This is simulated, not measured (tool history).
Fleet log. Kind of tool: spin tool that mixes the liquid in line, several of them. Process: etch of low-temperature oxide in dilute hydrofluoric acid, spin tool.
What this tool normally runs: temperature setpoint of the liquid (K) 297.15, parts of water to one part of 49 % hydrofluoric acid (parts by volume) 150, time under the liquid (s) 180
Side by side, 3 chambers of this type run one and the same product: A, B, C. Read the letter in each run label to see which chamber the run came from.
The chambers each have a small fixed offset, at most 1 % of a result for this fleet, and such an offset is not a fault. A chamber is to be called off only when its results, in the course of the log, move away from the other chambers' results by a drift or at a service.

run   hour  temperature setpoint of the liquid (K)  parts of water to one part of 49 % hydrofluoric acid (parts by volume)  time under the liquid (s)  read-back film thickness of the low-temperature oxide reference wafer, read on the same gauge (nm)  thickness taken off the low-temperature oxide on a monitor wafer (Å)
 1C     10                                  297.15                                                                     150                        180                                                                                              149.94                                                                 190.6
 2A   17.4                                  297.15                                                                     150                        180                                                                                              150.03                                                                196.07
 3B   25.6                                  297.15                                                                     150                        180                                                                                              150.01                                                                191.84
 4C   32.8                                  297.15                                                                     150                        180                                                                                              149.96                                                                190.68
 5A   44.7                                  297.15                                                                     150                        180                                                                                              150.02                                                                192.77
 6B   56.4                                  297.15                                                                     150                        180                                                                                              149.97                                                                193.65
 7B     66                                  297.15                                                                     150                        180                                                                                              149.97                                                                192.97
 8C   73.8                                  297.15                                                                     150                        180                                                                                              150.02                                                                 191.5
 9A   83.6                                  297.15                                                                     150                        180                                                                                              150.02                                                                196.72
10C   97.4                                  300.65                                                                      80                        180                                                                                              149.99                                                                458.56
11A  103.9                                  300.65                                                                      80                        180                                                                                              150.02                                                                454.69
12B  112.6                                  300.65                                                                      80                        180                                                                                              150.01                                                                438.95
13B  120.4                                  297.15                                                                     150                        180                                                                                              150.04                                                                192.43
14C  128.2                                  297.15                                                                     150                        180                                                                                              149.98                                                                189.04
15A  135.6                                  297.15                                                                     150                        180                                                                                              150.01                                                                191.06
16C    147                                  297.15                                                                     150                        180                                                                                              150.03                                                                190.83
17A  160.5                                  297.15                                                                     150                        180                                                                                              149.99                                                                193.15
18B  173.8                                  297.15                                                                     150                        180                                                                                              149.98                                                                 189.8
19B    182                                  297.15                                                                     215                        180                                                                                              150.03                                                                123.12
20C  191.6                                  297.15                                                                     215                        180                                                                                              149.99                                                                124.19
21A  204.6                                  297.15                                                                     215                        180                                                                                              149.99                                                                126.74
22C  217.3                                  297.15                                                                     150                        180                                                                                              150.01                                                                189.93

Does one chamber stand apart from the rest, does the shared gauge drift, or is all well apart from small per-chamber offsets? Give the chamber and the most likely cause, where there is one.

Beyond each chamber's small constant offset nothing stands out, and the gauge stays steady.
